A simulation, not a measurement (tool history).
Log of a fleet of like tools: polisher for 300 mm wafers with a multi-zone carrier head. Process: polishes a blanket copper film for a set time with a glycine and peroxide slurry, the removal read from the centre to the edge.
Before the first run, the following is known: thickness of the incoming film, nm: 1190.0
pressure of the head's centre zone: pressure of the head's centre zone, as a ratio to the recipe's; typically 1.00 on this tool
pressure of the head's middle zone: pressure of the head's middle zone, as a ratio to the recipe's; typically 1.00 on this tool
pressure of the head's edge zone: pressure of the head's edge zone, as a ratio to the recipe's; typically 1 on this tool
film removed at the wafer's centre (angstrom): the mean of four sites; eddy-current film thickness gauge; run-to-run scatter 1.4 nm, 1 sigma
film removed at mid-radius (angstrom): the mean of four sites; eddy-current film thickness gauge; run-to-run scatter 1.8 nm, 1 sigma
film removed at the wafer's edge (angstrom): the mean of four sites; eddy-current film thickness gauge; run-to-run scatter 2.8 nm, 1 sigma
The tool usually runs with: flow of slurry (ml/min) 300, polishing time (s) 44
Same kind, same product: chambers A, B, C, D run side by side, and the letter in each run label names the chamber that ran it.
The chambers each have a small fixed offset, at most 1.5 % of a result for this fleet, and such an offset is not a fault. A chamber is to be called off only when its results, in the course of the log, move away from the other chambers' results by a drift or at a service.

run,day,flow of slurry (ml/min),pressure of the head's centre zone,pressure of the head's middle zone,pressure of the head's edge zone,polishing time (s),wafers polished on this pad,hours since the slurry nozzle was cleaned,hours since the centre zone pressure was calibrated,hours since the edge zone pressure was calibrated,film removed at the wafer's centre (angstrom),film removed at mid-radius (angstrom),film removed at the wafer's edge (angstrom)
1B,0.379,300,1.00,1.00,1,44,677,403.3,569.1,280.4,1864.5,1830.8,1820.3
# day 0.625: chamber C: worn pad replaced by a new one
2D,1.000,300,1.00,1.00,1,44,1078,657.9,126.1,64.0,1838.3,1844.5,1852.4
3C,1.592,300,1.00,1.00,1,44,316,374.3,172.7,531.6,1847.8,1855.7,1814.9
4A,1.983,300,1.00,1.00,1,44,892,112.5,268.5,385.3,1883.9,1861.8,1814.9
# day 2.304: chamber B: worn pad replaced by a new one
5A,2.375,300,1.00,1.00,1,44,1020,121.9,277.9,394.7,1867.8,1846.4,1825.9
# day 2.662: chamber A: worn pad replaced by a new one
6C,2.729,300,1.05,1.00,1,44,688,401.6,200.0,558.9,1937.1,1833.6,1823.9
# day 2.883: chamber C: edge zone pressure recalibrated
7B,3.333,300,1.05,1.00,1,44,336,474.2,640.0,351.3,1978.6,1863.0,1829.8
8D,3.662,300,1.05,1.00,1,44,1947,721.8,190.0,127.9,1940.2,1859.4,1828.3
9B,4.208,300,1.05,1.00,1,44,622,495.2,661.0,372.3,1974.0,1857.4,1816.3
10A,4.529,300,1.00,1.00,1,44,610,173.6,329.6,446.4,1852.3,1833.3,1819.9
# day 4.846: chamber C: slurry nozzle cleaned
# day 4.888: chamber C: worn pad replaced by a new one
11C,5.000,300,1.00,1.00,1,44,37,3.8,254.5,50.9,1868.2,1863.3,1864.4
12D,5.317,300,1.00,1.00,1,44,2488,761.5,229.7,167.6,1839.5,1843.9,1843.4
13B,5.825,300,1.00,1.00,1,44,1151,534.0,699.8,411.1,1867.2,1807.2,1794.6
# day 5.975: chamber D: slurry nozzle cleaned
# day 6.242: chamber B: worn pad replaced by a new one
14A,6.429,300,1.00,1.00,1,44,1230,219.2,375.2,492.0,1878.8,1873.8,1841.3
# day 6.638: chamber A: worn pad replaced by a new one
15D,6.775,300,1.00,1.00,1,44,2964,19.2,264.7,202.6,1822.7,1859.8,1898.2
# day 6.946: chamber D: centre zone pressure recalibrated
16C,7.104,300,1.00,1.00,1,44,725,54.3,305.0,101.4,1830.2,1852.8,1817.3
17A,7.525,300,1.00,1.00,1,44,290,245.5,401.5,518.3,1884.6,1847.1,1841.3
18B,7.971,300,1.00,1.00,1,44,565,585.5,751.3,462.6,1854.4,1830.5,1886.4
19D,8.346,300,1.00,1.00,1,44,3477,56.9,33.6,240.3,1854.0,1867.1,1851.8
# day 8.379: chamber C: worn pad replaced by a new one
20C,8.829,300,1.00,1.00,1,44,147,95.7,346.4,142.8,1863.3,1848.6,1827.3
21D,9.317,300,0.94,1.00,1,44,3795,80.2,56.9,263.6,1691.7,1873.1,1845.1
# day 9.625: chamber A: edge zone pressure recalibrated
22C,9.721,300,0.94,1.00,1,44,439,117.1,367.8,164.2,1739.8,1848.6,1818.3
# day 10.171: chamber B: edge zone pressure recalibrated
23A,10.179,300,0.94,1.00,1,44,1157,309.2,465.2,13.4,1735.4,1865.9,1809.3
24B,10.521,300,0.94,1.00,1,44,1398,646.7,812.5,8.4,1726.4,1812.3,1812.8
# day 10.729: chamber B: worn pad replaced by a new one
25C,11.025,300,1.00,1.00,1,44,865,148.4,399.1,195.5,1850.9,1884.1,1798.0
# day 11.100: chamber A: worn pad replaced by a new one
26B,11.408,300,1.00,1.00,1,44,221,668.0,833.8,29.7,1867.2,1852.1,1888.6
27A,11.729,300,1.00,1.00,1,44,206,346.4,502.4,50.6,1868.5,1863.8,1809.2
28D,12.175,300,1.00,1.00,1,44,4728,148.8,125.5,332.2,1796.1,1772.7,1841.8
29D,12.767,300,1.00,1.00,1,44,4922,163.0,139.7,346.4,1798.1,1784.4,1847.2
# day 12.804: chamber C: worn pad replaced by a new one
30A,13.346,300,1.00,1.00,1,44,734,385.2,541.2,89.4,1863.6,1872.7,1786.5
# day 13.533: chamber C: centre zone pressure recalibrated
31C,13.671,300,1.00,1.00,1,44,283,211.9,3.3,259.0,1828.2,1862.1,1825.4
# day 14.229: chamber B: worn pad replaced by a new one
32B,14.246,300,1.00,1.00,1,44,5,736.1,901.9,97.8,1871.8,1800.5,1796.7
33A,14.579,215,1.00,1.00,1,44,1137,414.8,570.8,119.0,1808.0,1786.0,1805.7
34C,14.929,215,1.00,1.00,1,44,694,242.1,33.5,289.2,1768.1,1759.3,1782.1
35D,15.267,215,1.00,1.00,1,44,5739,223.0,199.7,406.4,1701.4,1715.2,1699.8
# day 15.488: chamber A: worn pad replaced by a new one
36B,15.900,215,1.00,1.00,1,44,546,775.8,941.6,137.5,1797.9,1760.7,1780.3
37D,16.329,300,1.00,1.00,1,44,6086,248.5,225.2,431.9,1753.9,1755.8,1748.5
38C,16.742,300,1.00,1.09,1,44,1286,285.6,77.0,332.7,1825.3,1968.8,1830.5
# day 16.767: chamber C: worn pad replaced by a new one
39A,17.325,300,1.00,1.09,1,44,600,480.7,636.7,184.9,1884.8,2020.0,1745.9
# day 17.612: chamber B: worn pad replaced by a new one
40B,17.662,300,1.00,1.09,1,44,17,818.1,983.9,179.8,1853.8,1984.6,1870.2
41A,18.196,300,1.00,1.09,1,44,885,501.6,657.6,205.8,1876.2,2019.7,1826.7
42B,18.758,300,1.00,1.00,1,44,375,844.4,1010.2,206.1,1851.1,1834.2,1838.8
43D,19.188,300,1.00,0.93,1,35,7019,317.1,293.8,500.5,1382.6,1262.3,1368.9
44C,19.729,300,1.00,0.93,1,35,968,357.3,148.7,404.4,1477.8,1370.5,1457.3

One chamber off, gauge drift, or nothing amiss beyond the chambers' own small offsets? If it is a chamber, which one, and what is the likeliest cause?

Chamber D drifts away from the others.
What lies behind it: removal rate lost through wear of the pad, % = 7.11.
From this log alone, it may not be told apart from: slurry flow missing at the pad, %.

Here are 4 candidates for chamber D's next run, each the usual settings with a change, their results left as question marks. Which one brings its results back in line with what the others give on the usual settings?
In line means no further than this from the other chambers' mean on the usual settings: film removed at the wafer's centre (angstrom) 49.0; film removed at mid-radius (angstrom) 63.0; film removed at the wafer's edge (angstrom) 96.0
45D-1,20.196,305,1.03,1.02,0.99,50,,,,,?,?,?
45D-2,20.196,305,1.01,1.01,0.99,47,,,,,?,?,?
45D-3,20.196,295,0.99,0.99,1.01,41,,,,,?,?,?
45D-4,20.196,295,0.97,0.98,1.02,39,,,,,?,?,?

Usual-settings mean across the other chambers: film removed at the wafer's centre (angstrom) 1854.2; film removed at mid-radius (angstrom) 1839.9; film removed at the wafer's edge (angstrom) 1831.2
run,film removed at the wafer's centre (angstrom),film removed at mid-radius (angstrom),film removed at the wafer's edge (angstrom)
45D-1,2023.9,1984.1,1961.7
45D-2,1861.7,1848.7,1844.3
45D-3,1582.6,1578.8,1622.4
45D-4,1471.7,1488.2,1551.6
The answer is 45D-2, which returns the chamber to within the allowed miss of the others.
